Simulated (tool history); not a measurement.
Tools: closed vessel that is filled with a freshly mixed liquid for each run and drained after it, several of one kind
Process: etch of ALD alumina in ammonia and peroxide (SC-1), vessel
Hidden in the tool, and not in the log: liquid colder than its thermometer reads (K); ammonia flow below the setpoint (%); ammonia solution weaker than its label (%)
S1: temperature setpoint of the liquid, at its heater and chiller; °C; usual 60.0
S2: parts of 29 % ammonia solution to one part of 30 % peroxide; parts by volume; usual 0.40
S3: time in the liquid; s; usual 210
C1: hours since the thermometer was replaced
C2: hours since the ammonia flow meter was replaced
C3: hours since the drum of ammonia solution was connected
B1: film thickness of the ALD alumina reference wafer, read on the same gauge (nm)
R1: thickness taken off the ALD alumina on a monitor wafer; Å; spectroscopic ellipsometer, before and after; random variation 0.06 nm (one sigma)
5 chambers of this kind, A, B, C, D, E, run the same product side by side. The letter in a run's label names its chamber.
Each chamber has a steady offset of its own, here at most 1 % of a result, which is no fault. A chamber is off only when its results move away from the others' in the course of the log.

run	hour	S1	S2	S3	C1	C2	C3	B1	R1
1A	5.4	60.0	0.40	210	479.8	2346.9	49.2	139.99	144.26
2D	10.5	60.0	0.40	210	71.0	673.9	453.6	140.00	141.94
3E	16.1	60.0	0.40	210	551.9	719.6	125.8	140.05	140.44
4B	20.0	60.0	0.40	210	1249.3	734.0	276.2	140.04	143.05
5C	24.6	60.0	0.40	210	756.8	1625.5	73.7	139.97	142.93
6A	27.9	60.0	0.40	210	502.3	2369.4	71.7	140.06	143.67
7E	32.6	60.0	0.40	210	568.4	736.1	142.3	139.98	142.15
8B	37.9	60.0	0.40	210	1267.2	751.9	294.1	139.99	142.57
9D	43.9	60.0	0.20	210	104.4	707.3	487.0	139.95	133.74
10C	48.1	60.0	0.20	210	780.3	1649.0	97.2	139.96	133.45
11C	55.0	60.0	0.20	210	787.2	1655.9	104.1	140.02	133.19
12B	62.0	60.0	0.20	210	1291.3	776.0	318.2	139.98	133.94
13E	68.3	60.0	0.20	210	604.1	771.8	178.0	140.02	132.09
14D	72.0	60.0	0.40	170	132.5	735.4	515.1	140.05	115.11
15A	77.5	60.0	0.40	170	551.9	2419.0	121.3	139.97	115.31
16E	81.6	60.0	0.40	170	617.4	785.1	191.3	139.96	114.30
17D	87.8	60.0	0.40	170	148.3	751.2	530.9	139.97	115.81
18C	94.8	60.0	0.40	170	827.0	1695.7	143.9	140.01	115.94
19A	101.2	63.0	0.55	210	575.6	2442.7	145.0	140.02	170.91
20B	107.0	63.0	0.55	210	1336.3	821.0	363.2	139.98	171.53
21B	111.7	63.0	0.55	210	1341.0	825.7	367.9	140.00	171.38
22E	116.5	63.0	0.55	210	652.3	820.0	226.2	140.01	169.33
23D	123.9	63.0	0.55	210	184.4	787.3	567.0	140.00	169.69
24A	128.2	60.0	0.40	210	602.6	2469.7	172.0	139.94	140.97
25C	133.2	60.0	0.40	210	865.4	1734.1	182.3	139.95	144.19
26A	138.9	60.0	0.40	210	613.3	2480.4	182.7	140.01	140.59
27E	145.2	60.0	0.40	210	681.0	848.7	254.9	139.98	140.58
28B	151.8	60.0	0.40	210	1381.1	865.8	408.0	139.98	142.75
29C	158.8	60.0	0.40	210	891.0	1759.7	207.9	140.01	144.00
30D	162.8	60.0	0.40	210	223.3	826.2	605.9	140.00	143.03
31D	167.9	60.0	0.40	210	228.4	831.3	611.0	140.00	141.75
32C	172.5	63.0	0.40	210	904.7	1773.4	221.6	140.03	166.54
33B	177.5	63.0	0.40	210	1406.8	891.5	433.7	139.98	166.55
34E	182.2	63.0	0.40	210	718.0	885.7	291.9	140.02	165.50
35A	186.5	63.0	0.40	210	660.9	2528.0	230.3	140.01	162.40
36A	192.5	63.0	0.40	210	666.9	2534.0	236.3	139.99	162.48
37B	197.2	60.0	0.40	210	1426.5	911.2	453.4	140.01	142.25
# hour 199.8: chamber D: new drum of ammonia solution connected
38E	200.4	60.0	0.40	210	736.2	903.9	310.1	140.03	142.25
39C	204.1	60.0	0.40	210	936.3	1805.0	253.2	140.01	143.70
40D	207.3	60.0	0.40	285	267.8	870.7	7.6	140.01	193.03
41E	211.5	60.0	0.40	285	747.3	915.0	321.2	139.99	191.83
42B	216.1	60.0	0.40	285	1445.4	930.1	472.3	140.00	195.45

Is one chamber off against the others, does the gauge drift, or is nothing wrong? If a chamber is off, say which, and what the likeliest cause is.

Chamber A drifts away from the others.
Cause: liquid colder than its thermometer reads (K) = 0.662.

Here are 4 candidates for chamber A's next run, each the usual settings with a change, their results left as question marks. Which one brings its results back in line with what the others give on the usual settings?
In line means no further than this from the other chambers' mean on the usual settings: R1 2.10 Å
43A-1	221.4	59.5	0.40	205					?
43A-2	221.4	60.0	0.40	220					?
43A-3	221.4	60.0	0.40	215					?
43A-4	221.4	59.5	0.40	210					?

The other chambers' mean on the usual settings: R1 142.58 Å
run	R1
43A-1	132.57
43A-2	146.07
43A-3	142.75
43A-4	135.80
43A-3 brings the chamber back in line.
